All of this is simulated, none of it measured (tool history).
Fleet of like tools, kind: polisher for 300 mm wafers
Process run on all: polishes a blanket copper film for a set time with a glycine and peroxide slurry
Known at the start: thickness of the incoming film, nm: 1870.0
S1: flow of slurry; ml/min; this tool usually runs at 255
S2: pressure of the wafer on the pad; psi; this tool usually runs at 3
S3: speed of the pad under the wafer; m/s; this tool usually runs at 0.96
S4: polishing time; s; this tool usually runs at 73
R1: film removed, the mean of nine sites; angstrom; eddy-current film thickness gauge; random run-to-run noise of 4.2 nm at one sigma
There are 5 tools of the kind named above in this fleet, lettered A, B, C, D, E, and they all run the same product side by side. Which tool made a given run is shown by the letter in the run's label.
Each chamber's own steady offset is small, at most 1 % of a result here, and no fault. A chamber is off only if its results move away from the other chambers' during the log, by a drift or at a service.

| run | day | S1 | S2 | S3 | S4 | R1 |
|---|---|---|---|---|---|---|
|  | 0.054 | chamber C: head pressure recalibrated |
| 1B | 0.188 | 255 | 3 | 0.96 | 73 | 4828.5 |
|  | 0.217 | chamber C: worn pad replaced by a new one |
| 2D | 0.35 | 255 | 3 | 0.96 | 73 | 4857.9 |
| 3A | 0.517 | 255 | 3 | 0.96 | 73 | 4820 |
| 4C | 0.65 | 255 | 3 | 0.96 | 73 | 4835.7 |
| 5E | 0.812 | 255 | 3.7 | 0.96 | 64 | 5092.4 |
| 6B | 0.988 | 255 | 3.7 | 0.96 | 64 | 5017.7 |
|  | 1.121 | chamber A: worn pad replaced by a new one |
| 7E | 1.2 | 255 | 3.7 | 0.96 | 64 | 4982.3 |
| 8A | 1.383 | 255 | 3.7 | 0.96 | 64 | 5026.9 |
| 9D | 1.654 | 255 | 3.7 | 0.96 | 64 | 5100.2 |
| 10C | 1.921 | 255 | 3 | 0.96 | 73 | 4777.2 |
|  | 2.021 | chamber D: worn pad replaced by a new one |
| 11E | 2.188 | 255 | 3 | 0.96 | 73 | 4720.5 |
| 12D | 2.358 | 255 | 3 | 0.96 | 73 | 4929.3 |
|  | 2.388 | chamber E: worn pad replaced by a new one |
| 13B | 2.492 | 300 | 3 | 0.96 | 73 | 4931.3 |
|  | 2.579 | chamber C: worn pad replaced by a new one |
| 14A | 2.633 | 300 | 3 | 0.96 | 73 | 4878.6 |
|  | 2.788 | chamber D: slurry nozzle cleaned |
|  | 2.812 | chamber B: worn pad replaced by a new one |
| 15C | 2.85 | 300 | 3 | 0.96 | 73 | 4856.9 |
| 16C | 2.992 | 300 | 3 | 0.96 | 73 | 4933.5 |
| 17A | 3.242 | 300 | 3 | 0.96 | 73 | 4840.2 |
| 18D | 3.367 | 255 | 3 | 0.96 | 73 | 4818.2 |
| 19B | 3.5 | 255 | 3 | 0.96 | 73 | 4827.7 |
| 20E | 3.738 | 180 | 3 | 0.96 | 73 | 4496.9 |
|  | 3.767 | chamber A: worn pad replaced by a new one |
| 21A | 3.925 | 180 | 3 | 0.96 | 73 | 4562.7 |
| 22B | 4.121 | 180 | 3 | 0.96 | 73 | 4638.9 |
| 23D | 4.317 | 180 | 3 | 0.96 | 73 | 4600.1 |
| 24E | 4.504 | 180 | 3 | 0.96 | 73 | 4468.5 |
|  | 4.533 | chamber D: worn pad replaced by a new one |
|  | 4.629 | chamber D: head pressure recalibrated |
| 25C | 4.754 | 255 | 3 | 0.96 | 73 | 4801.5 |
|  | 4.788 | chamber B: head pressure recalibrated |
| 26E | 5.004 | 255 | 3 | 0.96 | 73 | 4742.5 |
|  | 5.067 | chamber C: worn pad replaced by a new one |
| 27A | 5.158 | 225 | 3 | 1.26 | 73 | 5810.2 |
| 28B | 5.338 | 225 | 3 | 1.26 | 73 | 5938.1 |
|  | 5.362 | chamber E: worn pad replaced by a new one |
| 29C | 5.55 | 225 | 3 | 1.26 | 73 | 5871.7 |
| 30D | 5.817 | 225 | 3 | 1.26 | 73 | 6029.4 |
| 31A | 6.058 | 225 | 3 | 1.26 | 73 | 5952.9 |
| 32E | 6.221 | 255 | 3 | 0.96 | 73 | 4632.8 |
|  | 6.271 | chamber A: worn pad replaced by a new one |
| 33C | 6.438 | 255 | 3 | 0.96 | 73 | 4822.6 |
| 34D | 6.638 | 255 | 3 | 0.96 | 73 | 4929.5 |
| 35B | 6.779 | 255 | 3 | 0.96 | 73 | 4774.9 |
|  | 6.833 | chamber D: worn pad replaced by a new one |
| 36C | 6.95 | 255 | 3 | 0.96 | 73 | 4796.8 |
| 37A | 7.162 | 255 | 3 | 0.96 | 73 | 4769.3 |
| 38E | 7.425 | 255 | 3 | 0.96 | 73 | 4583.9 |
| 39B | 7.596 | 255 | 3.8 | 0.96 | 73 | 5906 |
| 40D | 7.754 | 255 | 3.8 | 0.96 | 73 | 5853.7 |

All 5 chambers run these settings next. Forecast each chamber's results:
| 41A | 7.954 | 255 | 3 | 0.96 | 73 | ? |
| 41B | 7.954 | 255 | 3 | 0.96 | 73 | ? |
| 41C | 7.954 | 255 | 3 | 0.96 | 73 | ? |
| 41D | 7.954 | 255 | 3 | 0.96 | 73 | ? |
| 41E | 7.954 | 255 | 3 | 0.96 | 73 | ? |

| run | R1 |
|---|---|
| 41A | 4871.7 |
| 41B | 4831.3 |
| 41C | 4838.7 |
| 41D | 4848.4 |
| 41E | 4527.9 |
